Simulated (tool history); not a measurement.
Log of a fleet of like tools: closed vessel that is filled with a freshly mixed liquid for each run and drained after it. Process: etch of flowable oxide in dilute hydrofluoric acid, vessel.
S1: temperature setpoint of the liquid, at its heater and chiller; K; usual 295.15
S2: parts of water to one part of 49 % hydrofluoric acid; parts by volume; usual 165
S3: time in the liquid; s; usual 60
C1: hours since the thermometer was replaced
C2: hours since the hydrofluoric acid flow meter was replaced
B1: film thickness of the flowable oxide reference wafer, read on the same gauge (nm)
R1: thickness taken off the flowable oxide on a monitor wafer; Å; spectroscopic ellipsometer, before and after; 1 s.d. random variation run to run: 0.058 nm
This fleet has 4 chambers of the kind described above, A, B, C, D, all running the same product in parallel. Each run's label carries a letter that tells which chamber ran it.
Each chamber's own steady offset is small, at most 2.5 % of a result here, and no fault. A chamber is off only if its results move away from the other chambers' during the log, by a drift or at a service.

Run 1D, hour 11.4: usual settings; C1 1112.9; C2 14.8; B1 40. Result: R1 86.035 Å.
Run 2A, hour 20.6: usual settings; C1 1398.5; C2 183.7; B1 39.998. Result: R1 88.064 Å.
Run 3B, hour 33.6: usual settings; C1 288.6; C2 336.9; B1 40.007. Result: R1 84.669 Å.
Run 4C, hour 43.5: usual settings; C1 1140.7; C2 202.4; B1 40.004. Result: R1 84.877 Å.
Run 5D, hour 55.8: usual settings; C1 1157.3; C2 59.2; B1 39.998. Result: R1 85.953 Å.
Run 6A, hour 67.1: usual settings; C1 1445; C2 230.2; B1 40.019. Result: R1 88.243 Å.
Run 7C, hour 80.8: usual settings; C1 1178; C2 239.7; B1 39.995. Result: R1 86.058 Å.
Run 8B, hour 94.6: usual settings; C1 349.6; C2 397.9; B1 39.992. Result: R1 85.567 Å.
Run 9A, hour 105.4: usual settings; C1 1483.3; C2 268.5; B1 39.994. Result: R1 86.854 Å.
Run 10B, hour 119.2: usual settings; C1 374.2; C2 422.5; B1 40.003. Result: R1 85.156 Å.
Run 11D, hour 128.9: usual settings but S2 85 parts by volume; C1 1230.4; C2 132.3; B1 40.008. Result: R1 185.79 Å.
Run 12C, hour 136.6: usual settings but S2 85 parts by volume; C1 1233.8; C2 295.5; B1 39.989. Result: R1 179.32 Å.
Run 13A, hour 143.8: usual settings but S2 85 parts by volume; C1 1521.7; C2 306.9; B1 39.997. Result: R1 183.43 Å.
Run 14D, hour 157.7: usual settings but S2 85 parts by volume; C1 1259.2; C2 161.1; B1 39.982. Result: R1 182.69 Å.
Run 15C, hour 165.6: usual settings; C1 1262.8; C2 324.5; B1 39.979. Result: R1 85.056 Å.
Run 16B, hour 175.5: usual settings; C1 430.5; C2 478.8; B1 39.99. Result: R1 84.721 Å.
Run 17B, hour 181.7: usual settings; C1 436.7; C2 485; B1 40.016. Result: R1 85.055 Å.
Run 18D, hour 190.7: usual settings; C1 1292.2; C2 194.1; B1 39.991. Result: R1 86.139 Å.
Run 19C, hour 201.1: usual settings; C1 1298.3; C2 360; B1 39.996. Result: R1 85.918 Å.
Run 20A, hour 212.5: usual settings; C1 1590.4; C2 375.6; B1 39.999. Result: R1 87.38 Å.
Run 21C, hour 225.4: usual settings; C1 1322.6; C2 384.3; B1 40.013. Result: R1 85.66 Å.
At hour 229: chamber D: thermometer replaced.
Run 22B, hour 232.4: usual settings; C1 487.4; C2 535.7; B1 40.001. Result: R1 84.505 Å.
Run 23A, hour 239.9: usual settings but S2 120 parts by volume; C1 1617.8; C2 403; B1 39.992. Result: R1 125.47 Å.
Run 24D, hour 250.4: usual settings but S2 120 parts by volume; C1 21.4; C2 253.8; B1 40.013. Result: R1 123.45 Å.
Run 25A, hour 257.9: usual settings but S2 120 parts by volume; C1 1635.8; C2 421; B1 40.012. Result: R1 124.7 Å.
Run 26D, hour 269.5: usual settings but S2 120 parts by volume; C1 40.5; C2 272.9; B1 40.009. Result: R1 125.38 Å.

Each of the 4 chambers runs these same settings next. Fill in every chamber's results:
Run 27A, hour 279.5: usual settings but S2 125 parts by volume. Result: R1 ?.
Run 27B, hour 279.5: usual settings but S2 125 parts by volume. Result: R1 ?.
Run 27C, hour 279.5: usual settings but S2 125 parts by volume. Result: R1 ?.
Run 27D, hour 279.5: usual settings but S2 125 parts by volume. Result: R1 ?.

run      R1
27A  119.83
27B   116.6
27C  118.46
27D  118.33
